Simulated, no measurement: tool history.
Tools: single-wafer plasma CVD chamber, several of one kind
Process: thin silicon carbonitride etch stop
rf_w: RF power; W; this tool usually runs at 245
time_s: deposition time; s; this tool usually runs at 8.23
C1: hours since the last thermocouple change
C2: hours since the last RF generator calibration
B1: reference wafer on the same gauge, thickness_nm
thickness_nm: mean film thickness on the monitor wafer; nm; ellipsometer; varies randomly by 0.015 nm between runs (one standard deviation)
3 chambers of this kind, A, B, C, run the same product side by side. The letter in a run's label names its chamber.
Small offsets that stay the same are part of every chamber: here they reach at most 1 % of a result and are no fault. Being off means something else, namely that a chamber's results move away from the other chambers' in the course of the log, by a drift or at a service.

{"run": "1A", "hour": 6.0, "rf_w": 245, "time_s": 8.23, "C1": 440.8, "C2": 1304.6, "B1": 5.7391, "thickness_nm": 4.9441}
{"run": "2C", "hour": 11.9, "rf_w": 245, "time_s": 8.23, "C1": 1189.9, "C2": 402.8, "B1": 5.7419, "thickness_nm": 4.9838}
{"run": "3B", "hour": 17.4, "rf_w": 245, "time_s": 8.23, "C1": 257.1, "C2": 1116.2, "B1": 5.7377, "thickness_nm": 4.961}
{"run": "4C", "hour": 25.8, "rf_w": 245, "time_s": 8.23, "C1": 1203.8, "C2": 416.7, "B1": 5.7393, "thickness_nm": 5.0066}
{"run": "5A", "hour": 35.2, "rf_w": 280, "time_s": 6.95, "C1": 470.0, "C2": 1333.8, "B1": 5.7373, "thickness_nm": 4.3453}
{"run": "6B", "hour": 42.3, "rf_w": 280, "time_s": 6.95, "C1": 282.0, "C2": 1141.1, "B1": 5.739, "thickness_nm": 4.3577}
{"run": "7A", "hour": 49.8, "rf_w": 280, "time_s": 6.95, "C1": 484.6, "C2": 1348.4, "B1": 5.7387, "thickness_nm": 4.3629}
{"run": "8C", "hour": 58.0, "rf_w": 245, "time_s": 8.23, "C1": 1236.0, "C2": 448.9, "B1": 5.7413, "thickness_nm": 5.0065}
{"run": "9B", "hour": 62.7, "rf_w": 245, "time_s": 8.23, "C1": 302.4, "C2": 1161.5, "B1": 5.7408, "thickness_nm": 4.928}
{"run": "10A", "hour": 71.3, "rf_w": 245, "time_s": 8.23, "C1": 506.1, "C2": 1369.9, "B1": 5.7446, "thickness_nm": 4.99}
{"run": "11C", "hour": 76.4, "rf_w": 245, "time_s": 8.23, "C1": 1254.4, "C2": 467.3, "B1": 5.7373, "thickness_nm": 5.0206}
{"hour": 78.1, "done": "chamber C: thermocouple changed; heater temperature recalibrated"}
{"run": "12B", "hour": 82.3, "rf_w": 245, "time_s": 8.23, "C1": 322.0, "C2": 1181.1, "B1": 5.7396, "thickness_nm": 4.9679}
{"run": "13C", "hour": 90.7, "rf_w": 245, "time_s": 8.23, "C1": 12.7, "C2": 481.6, "B1": 5.7395, "thickness_nm": 5.0053}
{"run": "14B", "hour": 100.4, "rf_w": 245, "time_s": 8.23, "C1": 340.1, "C2": 1199.2, "B1": 5.7381, "thickness_nm": 4.9453}
{"run": "15A", "hour": 107.1, "rf_w": 245, "time_s": 8.23, "C1": 541.9, "C2": 1405.7, "B1": 5.7415, "thickness_nm": 4.9399}
{"run": "16A", "hour": 112.1, "rf_w": 245, "time_s": 8.23, "C1": 546.9, "C2": 1410.7, "B1": 5.7412, "thickness_nm": 4.9537}
{"run": "17B", "hour": 119.7, "rf_w": 245, "time_s": 8.23, "C1": 359.4, "C2": 1218.5, "B1": 5.7433, "thickness_nm": 4.954}
{"run": "18C", "hour": 127.1, "rf_w": 245, "time_s": 8.23, "C1": 49.1, "C2": 518.0, "B1": 5.7362, "thickness_nm": 5.0009}
{"run": "19A", "hour": 135.6, "rf_w": 215, "time_s": 9.16, "C1": 570.4, "C2": 1434.2, "B1": 5.7383, "thickness_nm": 5.3148}
{"run": "20B", "hour": 144.1, "rf_w": 215, "time_s": 9.16, "C1": 383.8, "C2": 1242.9, "B1": 5.7398, "thickness_nm": 5.3189}
{"run": "21C", "hour": 149.4, "rf_w": 215, "time_s": 9.16, "C1": 71.4, "C2": 540.3, "B1": 5.7399, "thickness_nm": 5.3611}
{"run": "22C", "hour": 155.4, "rf_w": 245, "time_s": 8.23, "C1": 77.4, "C2": 546.3, "B1": 5.7404, "thickness_nm": 5.0121}
{"run": "23A", "hour": 164.7, "rf_w": 245, "time_s": 8.23, "C1": 599.5, "C2": 1463.3, "B1": 5.74, "thickness_nm": 4.9695}
{"run": "24B", "hour": 170.1, "rf_w": 245, "time_s": 8.23, "C1": 409.8, "C2": 1268.9, "B1": 5.7391, "thickness_nm": 4.9503}
{"run": "25B", "hour": 178.9, "rf_w": 245, "time_s": 8.23, "C1": 418.6, "C2": 1277.7, "B1": 5.7393, "thickness_nm": 4.9624}
{"run": "26A", "hour": 183.6, "rf_w": 220, "time_s": 7.24, "C1": 618.4, "C2": 1482.2, "B1": 5.7395, "thickness_nm": 4.2148}
{"run": "27C", "hour": 189.4, "rf_w": 220, "time_s": 7.24, "C1": 111.4, "C2": 580.3, "B1": 5.7432, "thickness_nm": 4.2722}
{"run": "28A", "hour": 196.1, "rf_w": 220, "time_s": 7.24, "C1": 630.9, "C2": 1494.7, "B1": 5.7405, "thickness_nm": 4.2272}
{"run": "29B", "hour": 205.9, "rf_w": 245, "time_s": 8.23, "C1": 445.6, "C2": 1304.7, "B1": 5.7423, "thickness_nm": 4.9566}
{"run": "30C", "hour": 213.8, "rf_w": 245, "time_s": 8.23, "C1": 135.8, "C2": 604.7, "B1": 5.7395, "thickness_nm": 5.0065}
{"run": "31B", "hour": 222.2, "rf_w": 200, "time_s": 7.27, "C1": 461.9, "C2": 1321.0, "B1": 5.7403, "thickness_nm": 4.1264}
{"run": "32C", "hour": 227.2, "rf_w": 200, "time_s": 7.27, "C1": 149.2, "C2": 618.1, "B1": 5.7378, "thickness_nm": 4.1623}
{"run": "33A", "hour": 233.9, "rf_w": 200, "time_s": 7.27, "C1": 668.7, "C2": 1532.5, "B1": 5.7379, "thickness_nm": 4.16}
{"run": "34C", "hour": 240.0, "rf_w": 245, "time_s": 8.23, "C1": 162.0, "C2": 630.9, "B1": 5.7411, "thickness_nm": 5.0051}
{"run": "35B", "hour": 246.3, "rf_w": 245, "time_s": 8.23, "C1": 486.0, "C2": 1345.1, "B1": 5.7383, "thickness_nm": 4.9639}

All 3 chambers run these settings next. Forecast each chamber's results:
{"run": "36A", "hour": 253.6, "rf_w": 245, "time_s": 9.21, "thickness_nm": "?"}
{"run": "36B", "hour": 253.6, "rf_w": 245, "time_s": 9.21, "thickness_nm": "?"}
{"run": "36C", "hour": 253.6, "rf_w": 245, "time_s": 9.21, "thickness_nm": "?"}

run=36A thickness_nm=5.5683
run=36B thickness_nm=5.5298
run=36C thickness_nm=5.5845
